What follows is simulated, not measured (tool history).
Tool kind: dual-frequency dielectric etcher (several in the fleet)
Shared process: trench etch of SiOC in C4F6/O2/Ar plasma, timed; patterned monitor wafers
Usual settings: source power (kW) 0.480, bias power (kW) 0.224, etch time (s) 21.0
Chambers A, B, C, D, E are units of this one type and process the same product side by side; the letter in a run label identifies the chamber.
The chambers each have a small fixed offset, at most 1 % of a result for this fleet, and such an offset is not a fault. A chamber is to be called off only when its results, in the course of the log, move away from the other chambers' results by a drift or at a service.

run,hour,source power (kW),bias power (kW),etch time (s),hours since the last wet clean,hours since the last source power generator calibration,hours since the last bias power generator calibration,"read-back reference wafer on the same gauge, depth_nm",mean etch depth across the wafer (angstrom)
# hour 1.4: chamber E: wet clean of the chamber
1A,7.1,0.480,0.224,21.0,410.1,328.2,627.1,55.111,500.24
2D,14.4,0.480,0.224,21.0,290.0,955.4,3299.4,55.073,502.43
3C,22.1,0.480,0.224,21.0,555.8,2862.8,2294.9,55.093,504.97
4B,29.5,0.480,0.224,21.0,400.6,1453.6,2252.8,55.019,505.40
5E,39.9,0.480,0.224,21.0,38.5,1329.1,717.1,55.142,505.32
6A,47.5,0.480,0.224,21.0,450.5,368.6,667.5,55.164,500.41
7C,58.6,0.480,0.187,16.0,592.3,2899.3,2331.4,55.096,364.74
8B,68.1,0.480,0.187,16.0,439.2,1492.2,2291.4,55.084,360.98
9E,78.7,0.480,0.187,16.0,77.3,1367.9,755.9,55.144,365.96
10D,87.2,0.480,0.187,16.0,362.8,1028.2,3372.2,55.067,361.68
# hour 89.1: chamber C: wet clean of the chamber
11A,96.9,0.480,0.187,16.0,499.9,418.0,716.9,55.086,358.86
12C,107.9,0.480,0.224,21.0,18.9,2948.6,2380.7,55.038,503.52
13D,116.3,0.480,0.224,21.0,391.9,1057.3,3401.3,55.146,502.08
# hour 121.7: chamber A: wet clean of the chamber
14B,125.0,0.480,0.224,21.0,496.1,1549.1,2348.3,55.113,503.83
15E,131.9,0.400,0.224,24.0,130.5,1421.1,809.1,55.132,534.89
16D,138.1,0.400,0.224,24.0,413.7,1079.1,3423.1,55.052,538.50
17C,146.9,0.400,0.224,24.0,57.9,2987.6,2419.7,55.084,535.59
18A,157.4,0.400,0.224,24.0,35.7,478.5,777.4,55.101,529.89
19B,165.5,0.400,0.224,24.0,536.6,1589.6,2388.8,55.084,533.39
20E,173.5,0.480,0.183,23.5,172.1,1462.7,850.7,55.101,530.04
21D,185.2,0.480,0.183,23.5,460.8,1126.2,3470.2,55.148,526.69
22C,195.3,0.480,0.183,23.5,106.3,3036.0,2468.1,55.087,524.47
23E,204.7,0.480,0.183,23.5,203.3,1493.9,881.9,55.080,531.66
24A,214.6,0.480,0.183,23.5,92.9,535.7,834.6,55.065,527.17
25B,222.5,0.480,0.224,21.0,593.6,1646.6,2445.8,55.101,506.19
# hour 223.6: chamber D: wet clean of the chamber
26D,230.5,0.480,0.224,21.0,7.0,1171.5,3515.5,55.084,501.01
27B,241.9,0.480,0.178,21.0,613.0,1666.0,2465.2,55.097,470.94
# hour 244.9: chamber B: wet clean of the chamber
28E,251.4,0.480,0.178,21.0,250.0,1540.6,928.6,55.115,465.63
29A,263.5,0.480,0.178,21.0,141.8,584.6,883.5,55.089,462.29
30C,269.2,0.480,0.178,21.0,180.2,3109.9,2542.0,55.122,467.89
31B,274.6,0.480,0.178,21.0,29.8,1698.7,2497.9,55.145,464.73
32D,282.9,0.480,0.224,21.0,59.4,1223.9,3567.9,55.050,499.77
33E,291.4,0.480,0.224,21.0,290.0,1580.6,968.6,55.072,503.38
34A,302.9,0.480,0.224,21.0,181.2,624.0,922.9,55.118,499.84
35C,308.3,0.480,0.224,21.0,219.3,3149.0,2581.1,55.075,502.85
36E,316.3,0.480,0.224,21.0,314.9,1605.5,993.5,55.115,506.03
37C,328.7,0.480,0.224,21.0,239.7,3169.4,2601.5,55.053,505.59
38B,340.7,0.480,0.224,21.0,95.9,1764.8,2564.0,55.187,503.19
39A,347.3,0.480,0.224,21.0,225.6,668.4,967.3,55.114,501.90
40D,357.8,0.480,0.224,21.0,134.3,1298.8,3642.8,55.072,501.40

Each of the 5 chambers runs these same settings next. Fill in every chamber's results:
41A,366.7,0.480,0.224,21.0,,,,,?
41B,366.7,0.480,0.224,21.0,,,,,?
41C,366.7,0.480,0.224,21.0,,,,,?
41D,366.7,0.480,0.224,21.0,,,,,?
41E,366.7,0.480,0.224,21.0,,,,,?

run,mean etch depth across the wafer (angstrom)
41A,500.09
41B,508.01
41C,502.17
41D,501.78
41E,506.85
